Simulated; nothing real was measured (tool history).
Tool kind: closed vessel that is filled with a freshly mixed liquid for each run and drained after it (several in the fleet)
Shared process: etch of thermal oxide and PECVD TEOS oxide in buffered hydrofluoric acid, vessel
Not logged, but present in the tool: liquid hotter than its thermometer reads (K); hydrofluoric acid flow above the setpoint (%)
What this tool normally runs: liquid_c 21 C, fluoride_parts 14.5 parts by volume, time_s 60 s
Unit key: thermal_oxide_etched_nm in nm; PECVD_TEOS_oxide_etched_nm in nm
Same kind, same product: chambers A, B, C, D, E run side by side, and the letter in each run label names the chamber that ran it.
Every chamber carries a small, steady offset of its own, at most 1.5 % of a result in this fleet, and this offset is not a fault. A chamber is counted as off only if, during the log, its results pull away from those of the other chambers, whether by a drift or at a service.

run,hour,liquid_c,fluoride_parts,time_s,hours since the thermometer was replaced,hours since the hydrofluoric acid flow meter was replaced,"read-back film thickness of the thermal oxide reference wafer, read on the same gauge (nm)","read-back film thickness of the PECVD TEOS oxide reference wafer, read on the same gauge (nm)",thermal_oxide_etched_nm,PECVD_TEOS_oxide_etched_nm
1E,6.5,21,14.5,60,1135.6,549,139.97,60.011,41.622,73.716
2C,13.5,21,14.5,60,2333.5,175.2,140.03,59.988,40.583,73.97
3D,25.8,21,14.5,60,1004.4,1338.4,139.97,59.964,41.29,73.515
4B,35.7,21,14.5,60,449.8,745.8,140.03,60.037,40.655,73.161
5A,46.3,21,14.5,60,1310.3,835.1,140.02,60.024,41.373,73.888
6B,56.8,21,10.5,75,470.9,766.9,139.93,59.979,70.207,124.89
7E,69.9,21,10.5,75,1199,612.4,140,59.987,70.526,127.57
8D,79.6,21,10.5,75,1058.2,1392.2,140.02,60.036,70.912,123.96
9A,87.2,21,10.5,75,1351.2,876,140.01,60.04,70.326,126.12
10C,100.4,21,10.5,75,2420.4,262.1,140.04,59.996,69.48,125.2
11C,111.9,21,14.5,60,2431.9,273.6,140,59.984,40.164,74.002
12A,124.5,17,14.5,60,1388.5,913.3,139.98,59.938,32.796,58.403
# hour 129.1: chamber A: hydrofluoric acid flow meter replaced
13B,137,17,14.5,60,551.1,847.1,140.03,59.95,32.634,57.347
14D,149.3,17,14.5,60,1127.9,1461.9,139.94,60.053,32.455,59.082
15E,161.6,17,14.5,60,1290.7,704.1,140.06,59.983,33.639,58.964
16A,171.7,17,14.5,60,1435.7,42.6,140.03,60.015,33.085,57.804
17C,180.1,21,14.5,60,2500.1,341.8,139.97,59.972,40.249,73.806
18B,193.7,21,14.5,60,607.8,903.8,140.01,60.013,40.849,72.555
19D,200,21,14.5,60,1178.6,1512.6,139.98,59.953,41.366,73.54
# hour 205.5: chamber C: hydrofluoric acid flow meter replaced
20E,211.9,21,14.5,60,1341,754.4,140.02,60.033,41.392,73.658
21A,222.1,21,14.5,60,1486.1,93,140.01,59.977,41.74,73.22
22C,231.1,21,14.5,60,2551.1,25.7,139.95,60.011,40.989,74.014
23E,244.4,21,14.5,60,1373.5,786.9,139.97,59.931,41.43,74.77
24B,258.3,21,14.5,60,672.4,968.4,140.03,59.976,40.878,73.065
25D,270.7,21,14.5,60,1249.3,1583.3,139.98,60.018,41.15,73.806
26A,277.4,21,14.5,60,1541.4,148.3,140.03,60.006,40.815,72.004
27D,290.6,21,14.5,60,1269.2,1603.2,139.99,60.004,41.376,73.32
28C,302.4,21,14.5,60,2622.4,97,139.95,60.061,40.612,73.384
29B,313.5,21,14.5,60,727.6,1023.6,140.04,60.028,40.49,72.993
30E,319.8,21,14.5,60,1448.9,862.3,140,60,41.05,74.205

Decide between three cases: one chamber stands off from its peers, the gauge reading all wafers drifts, or nothing is wrong past each chamber's small offset. Where a chamber is off, say which and what most likely put it there.

No chamber is off and the gauge is stable; the differences are just each chamber's small, constant offset.
